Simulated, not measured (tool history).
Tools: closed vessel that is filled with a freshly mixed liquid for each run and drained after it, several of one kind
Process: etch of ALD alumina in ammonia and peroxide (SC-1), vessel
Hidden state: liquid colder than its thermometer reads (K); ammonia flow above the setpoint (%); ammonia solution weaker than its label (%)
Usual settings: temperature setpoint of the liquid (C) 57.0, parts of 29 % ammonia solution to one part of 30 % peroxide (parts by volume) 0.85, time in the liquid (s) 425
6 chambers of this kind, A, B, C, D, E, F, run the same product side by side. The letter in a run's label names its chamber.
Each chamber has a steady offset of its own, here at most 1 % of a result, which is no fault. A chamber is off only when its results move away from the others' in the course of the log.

run	hour	temperature setpoint of the liquid (C)	parts of 29 % ammonia solution to one part of 30 % peroxide (parts by volume)	time in the liquid (s)	hours since the thermometer was replaced	hours since the ammonia flow meter was replaced	hours since the drum of ammonia solution was connected	read-back film thickness of the ALD alumina reference wafer, read on the same gauge (nm)	thickness taken off the ALD alumina on a monitor wafer (angstrom)
# hour 0.9: chamber A: thermometer replaced
1D	5.0	57.0	0.85	425	1187.7	52.5	117.9	120.02	190.74
2E	8.8	57.0	0.85	425	97.2	11.4	248.3	120.00	190.08
3F	12.1	57.0	0.85	425	1291.5	871.0	272.9	119.96	186.30
4B	17.7	57.0	0.85	425	1105.3	1862.1	141.5	120.02	184.09
5C	23.3	57.0	0.85	425	337.3	580.7	129.1	120.03	185.79
6A	27.5	57.0	0.85	425	26.7	1627.8	332.7	119.95	188.37
7C	32.1	57.0	0.85	425	346.1	589.5	137.9	119.98	187.98
# hour 36.4: chamber C: ammonia flow meter replaced
8D	37.4	57.0	0.85	425	1220.1	84.9	150.3	120.00	190.85
# hour 41.9: chamber E: new drum of ammonia solution connected
9E	44.9	57.0	0.85	425	133.3	47.5	3.1	119.99	189.13
10F	48.7	57.0	0.85	425	1328.1	907.6	309.5	120.03	186.31
11A	53.1	53.0	0.85	425	52.3	1653.4	358.3	120.02	151.40
# hour 55.4: chamber A: ammonia flow meter replaced
12B	57.5	53.0	0.85	425	1145.1	1901.9	181.3	120.00	151.67
13C	64.0	53.0	0.85	425	378.0	27.6	169.8	119.99	152.98
14D	67.8	53.0	0.85	425	1250.5	115.3	180.7	120.01	153.31
15E	74.7	53.0	0.85	425	163.1	77.3	32.9	120.02	152.37
16F	81.1	53.0	0.85	425	1360.5	940.0	341.9	120.00	151.98
17A	85.1	57.0	0.85	425	84.3	29.8	390.3	120.01	187.43
18B	89.1	57.0	0.85	425	1176.7	1933.5	212.9	120.01	188.04
19F	96.3	57.0	1.15	425	1375.7	955.2	357.1	119.99	193.37
20A	101.0	57.0	1.15	425	100.2	45.7	406.2	119.99	193.87
# hour 101.6: chamber D: new drum of ammonia solution connected
21B	107.5	57.0	1.15	425	1195.1	1951.9	231.3	119.99	194.41
22D	114.7	57.0	1.15	425	1297.4	162.2	13.1	120.00	195.16
23C	119.8	57.0	1.15	425	433.8	83.4	225.6	120.01	191.83
24E	125.1	57.0	1.15	425	213.5	127.7	83.3	119.98	193.08
25D	132.2	57.0	0.85	425	1314.9	179.7	30.6	120.03	187.82
26E	139.6	57.0	0.85	425	228.0	142.2	97.8	119.99	189.70
27F	145.6	57.0	0.85	425	1425.0	1004.5	406.4	119.99	184.71
28B	150.3	57.0	0.85	425	1237.9	1994.7	274.1	119.99	185.34
29A	156.4	57.0	0.85	425	155.6	101.1	461.6	120.02	189.24
# hour 158.0: chamber B: new drum of ammonia solution connected
30C	160.9	57.0	0.85	425	474.9	124.5	266.7	119.99	185.87
31B	167.9	64.5	0.85	550	1255.5	2012.3	9.9	120.01	353.63
32F	171.5	64.5	0.85	550	1450.9	1030.4	432.3	119.97	350.71
33E	175.9	64.5	0.85	550	264.3	178.5	134.1	119.99	353.58
34A	180.5	64.5	0.85	550	179.7	125.2	485.7	119.99	354.86
35D	187.7	64.5	0.85	550	1370.4	235.2	86.1	119.98	359.86
36C	193.8	64.5	0.85	550	507.8	157.4	299.6	119.98	352.07
37F	198.3	57.0	0.85	425	1477.7	1057.2	459.1	119.99	185.47
38C	203.2	57.0	0.85	425	517.2	166.8	309.0	119.98	187.24
39A	210.2	57.0	0.85	425	209.4	154.9	515.4	120.00	188.62
40D	213.9	57.0	0.85	425	1396.6	261.4	112.3	120.01	186.23
41B	219.0	57.0	0.85	425	1306.6	2063.4	61.0	119.99	186.96

Next, every chamber runs the same settings. What will each give?
42A	224.4	57.0	0.50	425					?
42B	224.4	57.0	0.50	425					?
42C	224.4	57.0	0.50	425					?
42D	224.4	57.0	0.50	425					?
42E	224.4	57.0	0.50	425					?
42F	224.4	57.0	0.50	425					?

run	thickness taken off the ALD alumina on a monitor wafer (angstrom)
42A	177.10
42B	176.96
42C	179.57
42D	177.15
42E	179.76
42F	178.30

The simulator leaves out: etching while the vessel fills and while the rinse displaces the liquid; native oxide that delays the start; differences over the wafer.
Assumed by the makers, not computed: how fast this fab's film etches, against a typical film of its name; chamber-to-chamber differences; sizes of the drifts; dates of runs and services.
